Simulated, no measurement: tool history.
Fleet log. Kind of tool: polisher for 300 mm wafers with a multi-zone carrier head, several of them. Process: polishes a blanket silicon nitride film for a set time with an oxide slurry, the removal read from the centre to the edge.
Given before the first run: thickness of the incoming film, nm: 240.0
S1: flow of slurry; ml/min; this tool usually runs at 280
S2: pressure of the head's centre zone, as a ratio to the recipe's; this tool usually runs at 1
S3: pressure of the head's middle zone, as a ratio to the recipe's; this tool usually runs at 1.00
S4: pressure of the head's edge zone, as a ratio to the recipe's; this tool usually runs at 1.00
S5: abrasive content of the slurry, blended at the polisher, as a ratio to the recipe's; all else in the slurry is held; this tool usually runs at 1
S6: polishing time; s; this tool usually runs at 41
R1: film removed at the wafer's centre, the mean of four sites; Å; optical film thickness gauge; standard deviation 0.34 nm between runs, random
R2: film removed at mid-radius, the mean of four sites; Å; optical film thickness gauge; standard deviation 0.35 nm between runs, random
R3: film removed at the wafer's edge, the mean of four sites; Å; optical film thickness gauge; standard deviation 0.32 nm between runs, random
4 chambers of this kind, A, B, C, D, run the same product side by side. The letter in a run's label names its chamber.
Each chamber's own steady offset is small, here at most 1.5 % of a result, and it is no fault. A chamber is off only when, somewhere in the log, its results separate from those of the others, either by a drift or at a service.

{"day": 0.112, "done": "chamber D: centre zone pressure recalibrated"}
{"run": "1A", "day": 0.225, "S1": 280, "S2": 1, "S3": 1.0, "S4": 1.0, "S5": 1, "S6": 41, "R1": 282.8, "R2": 284.89, "R3": 281.72}
{"day": 0.308, "done": "chamber C: centre zone pressure recalibrated"}
{"run": "2C", "day": 0.533, "S1": 280, "S2": 1, "S3": 1.0, "S4": 1.0, "S5": 1, "S6": 41, "R1": 279.4, "R2": 287.82, "R3": 285.06}
{"day": 0.692, "done": "chamber A: centre zone pressure recalibrated"}
{"day": 0.775, "done": "chamber D: worn pad replaced by a new one"}
{"day": 0.838, "done": "chamber B: slurry nozzle cleaned"}
{"run": "3D", "day": 0.867, "S1": 280, "S2": 1, "S3": 1.0, "S4": 1.0, "S5": 1, "S6": 41, "R1": 285.36, "R2": 289.57, "R3": 285.51}
{"run": "4B", "day": 1.062, "S1": 280, "S2": 1, "S3": 1.0, "S4": 1.0, "S5": 1, "S6": 41, "R1": 285.56, "R2": 287.76, "R3": 285.4}
{"run": "5B", "day": 1.383, "S1": 280, "S2": 1, "S3": 0.94, "S4": 1.0, "S5": 1, "S6": 41, "R1": 282.37, "R2": 271.96, "R3": 290.25}
{"run": "6C", "day": 1.758, "S1": 280, "S2": 1, "S3": 0.94, "S4": 1.0, "S5": 1, "S6": 41, "R1": 288.54, "R2": 271.6, "R3": 286.32}
{"run": "7A", "day": 2.029, "S1": 280, "S2": 1, "S3": 0.94, "S4": 1.0, "S5": 1, "S6": 41, "R1": 282.27, "R2": 268.41, "R3": 281.76}
{"day": 2.038, "done": "chamber B: worn pad replaced by a new one"}
{"run": "8D", "day": 2.296, "S1": 280, "S2": 1, "S3": 0.94, "S4": 1.0, "S5": 1, "S6": 41, "R1": 288.17, "R2": 276.83, "R3": 285.65}
{"day": 2.612, "done": "chamber A: worn pad replaced by a new one"}
{"run": "9D", "day": 2.667, "S1": 280, "S2": 1, "S3": 1.0, "S4": 1.0, "S5": 1, "S6": 41, "R1": 283.86, "R2": 286.33, "R3": 282.74}
{"run": "10B", "day": 3.033, "S1": 205, "S2": 1, "S3": 1.0, "S4": 1.0, "S5": 1, "S6": 41, "R1": 279.12, "R2": 277.54, "R3": 277.17}
{"run": "11A", "day": 3.208, "S1": 205, "S2": 1, "S3": 1.0, "S4": 1.0, "S5": 1, "S6": 41, "R1": 274.62, "R2": 269.35, "R3": 273.05}
{"run": "12C", "day": 3.421, "S1": 205, "S2": 1, "S3": 1.0, "S4": 1.0, "S5": 1, "S6": 41, "R1": 272.06, "R2": 280.37, "R3": 278.39}
{"run": "13D", "day": 3.75, "S1": 205, "S2": 1, "S3": 1.0, "S4": 1.0, "S5": 1, "S6": 41, "R1": 273.19, "R2": 277.32, "R3": 276.71}
{"day": 4.012, "done": "chamber D: worn pad replaced by a new one"}
{"run": "14A", "day": 4.054, "S1": 280, "S2": 1, "S3": 1.0, "S4": 1.0, "S5": 1, "S6": 41, "R1": 280.07, "R2": 280.07, "R3": 288.45}
{"run": "15C", "day": 4.392, "S1": 280, "S2": 1, "S3": 1.0, "S4": 1.0, "S5": 1, "S6": 41, "R1": 291.85, "R2": 285.09, "R3": 285.92}
{"day": 4.475, "done": "chamber C: worn pad replaced by a new one"}
{"day": 4.567, "done": "chamber D: slurry nozzle cleaned"}
{"run": "16B", "day": 4.683, "S1": 280, "S2": 1, "S3": 1.0, "S4": 1.0, "S5": 1, "S6": 41, "R1": 299.24, "R2": 284.86, "R3": 285.57}
{"run": "17C", "day": 5.046, "S1": 280, "S2": 1, "S3": 1.0, "S4": 1.0, "S5": 1, "S6": 41, "R1": 290.7, "R2": 287.95, "R3": 285.45}
{"day": 5.112, "done": "chamber B: worn pad replaced by a new one"}
{"run": "18D", "day": 5.379, "S1": 280, "S2": 1, "S3": 1.0, "S4": 1.0, "S5": 1, "S6": 41, "R1": 286.71, "R2": 288.39, "R3": 283.03}
{"run": "19B", "day": 5.6, "S1": 280, "S2": 1, "S3": 1.0, "S4": 1.0, "S5": 1, "S6": 41, "R1": 307.73, "R2": 285.02, "R3": 283.19}
{"run": "20A", "day": 5.921, "S1": 280, "S2": 1, "S3": 1.0, "S4": 1.0, "S5": 1, "S6": 41, "R1": 279.69, "R2": 280.09, "R3": 286.4}
{"run": "21C", "day": 6.133, "S1": 280, "S2": 1, "S3": 1.0, "S4": 1.0, "S5": 1, "S6": 41, "R1": 286.63, "R2": 284.81, "R3": 286.21}
{"day": 6.292, "done": "chamber A: slurry nozzle cleaned"}
{"run": "22D", "day": 6.333, "S1": 280, "S2": 1, "S3": 1.06, "S4": 1.05, "S5": 1, "S6": 41, "R1": 287.35, "R2": 297.15, "R3": 287.59}
{"run": "23B", "day": 6.567, "S1": 280, "S2": 1, "S3": 1.06, "S4": 1.05, "S5": 1, "S6": 41, "R1": 311.72, "R2": 300.3, "R3": 299.09}
{"run": "24A", "day": 6.771, "S1": 280, "S2": 1, "S3": 1.06, "S4": 1.05, "S5": 1, "S6": 41, "R1": 286.04, "R2": 299.57, "R3": 296.18}
{"run": "25C", "day": 6.975, "S1": 280, "S2": 1, "S3": 1.06, "S4": 1.05, "S5": 1, "S6": 41, "R1": 287.26, "R2": 307.46, "R3": 294.4}
{"run": "26A", "day": 7.217, "S1": 280, "S2": 1, "S3": 1.0, "S4": 1.0, "S5": 1, "S6": 41, "R1": 290.97, "R2": 281.41, "R3": 283.85}

For the next run the whole fleet of 4 chambers uses the same settings. Give each chamber's results:
{"run": "27A", "day": 7.492, "S1": 280, "S2": 1, "S3": 1.0, "S4": 1.0, "S5": 1, "S6": 41, "R1": "?", "R2": "?", "R3": "?"}
{"run": "27B", "day": 7.492, "S1": 280, "S2": 1, "S3": 1.0, "S4": 1.0, "S5": 1, "S6": 41, "R1": "?", "R2": "?", "R3": "?"}
{"run": "27C", "day": 7.492, "S1": 280, "S2": 1, "S3": 1.0, "S4": 1.0, "S5": 1, "S6": 41, "R1": "?", "R2": "?", "R3": "?"}
{"run": "27D", "day": 7.492, "S1": 280, "S2": 1, "S3": 1.0, "S4": 1.0, "S5": 1, "S6": 41, "R1": "?", "R2": "?", "R3": "?"}

run=27A R1=282.37 R2=285.04 R3=285.85
run=27B R1=323.93 R2=291.64 R3=285.61
run=27C R1=286.03 R2=287.35 R3=286.59
run=27D R1=288.14 R2=291.68 R3=285.09
